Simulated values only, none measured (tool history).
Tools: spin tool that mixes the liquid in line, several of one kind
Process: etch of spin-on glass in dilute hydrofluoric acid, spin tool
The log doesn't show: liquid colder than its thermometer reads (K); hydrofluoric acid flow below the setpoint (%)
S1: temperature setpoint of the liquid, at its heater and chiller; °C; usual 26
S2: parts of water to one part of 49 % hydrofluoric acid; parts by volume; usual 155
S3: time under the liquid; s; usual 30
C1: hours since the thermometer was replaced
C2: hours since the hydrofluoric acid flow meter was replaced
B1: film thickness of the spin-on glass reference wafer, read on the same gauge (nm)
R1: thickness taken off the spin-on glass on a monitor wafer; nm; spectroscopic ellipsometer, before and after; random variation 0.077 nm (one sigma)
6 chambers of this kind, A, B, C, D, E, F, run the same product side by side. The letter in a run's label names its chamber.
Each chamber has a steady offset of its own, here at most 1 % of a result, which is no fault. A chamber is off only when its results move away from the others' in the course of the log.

run     day    S1   S2  S3      C1      C2      B1      R1
 1A   0.425    26  155  30     949   199.8  129.97  11.301
 2D   0.954    26  155  30   607.3    72.4     130   11.28
 3F   1.433    26  155  30   164.3   496.9  130.05  11.405
 4C   1.783    26  155  30   408.3   693.4  129.98  11.488
 5E   2.362    26  155  30    57.8   507.4  129.99  11.207
 6B    2.85    26  155  30   706.6  1656.1  129.99  11.522
      3.275  -- chamber C: hydrofluoric acid flow meter replaced
 7D   3.329    26  155  30   664.3   129.4  129.97  11.351
 8E   3.762    30  235  30    91.4     541  129.98  7.8865
 9B   4.212    30  235  30   739.3  1688.8  130.01  7.9251
10F   4.646    30  235  30   241.4     574  130.01  7.9377
11A   5.246    30  235  30  1064.7   315.5  129.99  7.7663
12C   5.704    30  235  30   502.4    58.4  130.06  7.8977
      6.271  -- chamber B: hydrofluoric acid flow meter replaced
13A   6.288    30  235  30  1089.7   340.5  129.96  7.8154
14E   6.696    22  210  30   161.8   611.4  129.96  6.7393
15B   7.246    22  210  30   812.1    23.5  130.05  6.9156
16F   7.812    22  210  30   317.4     650  129.99  6.7575
17C   8.367    22  210  30   566.3   122.3  130.02  6.8985
18D   8.688    22  210  30   792.9     258     130  6.8029
19E   9.238    22  210  30   222.8   672.4  130.02  6.8092
20C   9.817    26  155  30   601.1   157.1  129.98  11.414
21D  10.221    26  155  30   829.7   294.8  129.98  11.284
22F  10.775    26  155  30   388.5   721.1  130.02  11.419
23A    11.2    26  155  30  1207.6   458.4  129.95  11.334
24B   11.55    26  155  30   915.4   126.8  129.99  11.562
25A  12.125    26  155  30  1229.8   480.6  129.99  11.327
26B  12.792    26  155  30   945.2   156.6  129.97  11.567
27C    13.1    26  155  30   679.9   235.9  130.03  11.402
28F  13.779    26  155  30   460.6   793.2  130.02  11.482
29D  14.458  29.5  155  30   931.4   396.5     130  12.862
30E  14.779  29.5  155  30   355.8   805.4     130  12.562
31A  15.283  29.5  155  30  1305.6   556.4  130.01  12.883
32B  15.875  29.5  155  30  1019.2   230.6  130.03  13.054
33E  16.367  29.5  155  30   393.9   843.5  129.97  12.308
34C  17.042  29.5  155  30   774.5   330.5  130.03  13.022
35D  17.662    26  155  30  1008.3   473.4  130.01  11.251
36F  18.079    26  155  30   563.8   896.4  130.04  11.352
37D  18.404    26  155  30  1026.1   491.2  130.02  11.343
38B  18.812    26  155  30  1089.7   301.1  130.02  11.648
39A  19.179    26  155  30  1399.1   649.9  129.97  11.283
     19.783  -- chamber A: hydrofluoric acid flow meter replaced
40C  19.808    26  155  30   840.9   396.9  129.96   11.51
41F  20.267    26  155  30   616.3   948.9  130.01  11.322
42E  20.879    26  155  30   502.2   951.8  130.01  10.532
43A  21.479    26  155  30  1454.3    40.8  130.04  11.339
44B  21.988    26  155  30  1165.9   377.3  130.01  11.501

What goes on in this fleet: one chamber off, a drifting gauge, or nothing beyond the chambers' own small offsets? Name the chamber and the cause, if any.

Chamber E drifts away from the others.
Cause: hydrofluoric acid flow below the setpoint (%) = 6.4.
The log may not tell that from: liquid colder than its thermometer reads (K).

Here are 4 candidates for chamber E's next run, each the usual settings with a change, their results left as question marks. Which one brings its results back in line with what the others give on the usual settings?
In line means no further than this from the other chambers' mean on the usual settings: R1 0.27 nm
45E-1  22.479    26  165  30               ?
45E-2  22.479    26  145  30               ?
45E-3  22.479  26.5  140  30               ?
45E-4  22.479  22.5  155  30               ?

The other chambers' mean on the usual settings: R1 11.414 nm
  run      R1
45E-1  9.8074
45E-2  11.448
45E-3  12.158
45E-4  9.2544
45E-2 brings the chamber back in line.
